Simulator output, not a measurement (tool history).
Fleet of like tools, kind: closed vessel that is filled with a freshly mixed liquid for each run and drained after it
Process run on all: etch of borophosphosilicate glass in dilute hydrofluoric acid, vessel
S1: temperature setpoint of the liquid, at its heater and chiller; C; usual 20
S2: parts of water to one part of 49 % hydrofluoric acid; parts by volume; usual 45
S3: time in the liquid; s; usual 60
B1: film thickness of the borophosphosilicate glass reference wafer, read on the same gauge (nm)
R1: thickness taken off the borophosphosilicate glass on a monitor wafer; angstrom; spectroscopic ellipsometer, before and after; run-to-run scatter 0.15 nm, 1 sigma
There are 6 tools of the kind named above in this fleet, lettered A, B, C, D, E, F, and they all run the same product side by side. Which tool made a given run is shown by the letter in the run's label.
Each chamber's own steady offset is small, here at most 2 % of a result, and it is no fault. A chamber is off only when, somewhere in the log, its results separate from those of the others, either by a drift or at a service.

run,day,S1,S2,S3,B1,R1
1A,0.492,20,45,60,89.999,441.22
2C,0.908,20,45,60,89.999,439.23
3B,1.367,20,45,60,89.993,444.45
4E,1.733,20,45,60,90.011,449.34
5D,2.121,17,40,60,89.998,441.38
6F,2.588,17,40,60,89.978,443.21
7C,3.050,17,40,60,89.976,433.89
8B,3.425,17,40,60,89.991,442.19
# day 3.871: chamber F: thermometer replaced
9A,3.946,17,40,60,89.995,445.01
10D,4.279,17,40,60,89.980,441.43
11E,4.567,20,45,60,90.013,453.70
# day 4.775: chamber E: hydrofluoric acid flow meter replaced
12F,5.025,20,45,60,89.992,444.84
13C,5.454,20,45,60,90.013,437.73
14A,5.946,20,45,60,90.004,441.91
15B,6.225,20,45,60,89.978,441.10
16F,6.483,20,45,60,89.994,444.86
17D,6.817,17,45,45,90.004,291.64
18E,7.212,17,45,45,89.992,296.21
19D,7.729,17,45,45,90.004,295.19
20F,8.025,17,45,45,90.026,291.44
21B,8.450,17,45,45,89.991,290.18
22A,8.900,17,45,45,89.988,293.93
23E,9.421,20,45,60,89.994,447.91
24C,9.808,20,45,60,90.007,437.84
25D,10.317,20,45,60,89.991,446.73
26A,10.642,20,45,60,90.012,445.69
27C,11.062,20,45,60,89.979,437.75
28B,11.500,20,45,60,90.007,442.06
29E,12.012,20,45,60,89.992,450.68
30F,12.442,20,45,60,89.993,446.57
31C,12.767,20,45,60,90.007,437.36
32A,13.008,20,45,80,90.011,596.18
33D,13.412,20,45,80,90.001,591.07
34F,13.817,20,45,80,90.008,596.27
35E,14.104,20,45,80,90.015,605.83
36B,14.604,20,45,80,89.980,590.12
37B,15.100,20,45,80,90.001,589.21
38F,15.533,20,45,60,90.010,446.00
39D,15.788,20,45,60,89.984,446.00
40C,16.271,20,45,60,90.000,435.88
41E,16.646,20,45,40,90.001,299.74

Each of the 6 chambers runs these same settings next. Fill in every chamber's results:
42A,17.025,20,45,60,,?
42B,17.025,20,45,60,,?
42C,17.025,20,45,60,,?
42D,17.025,20,45,60,,?
42E,17.025,20,45,60,,?
42F,17.025,20,45,60,,?

run,R1
42A,440.17
42B,441.42
42C,438.57
42D,444.94
42E,450.06
42F,447.54
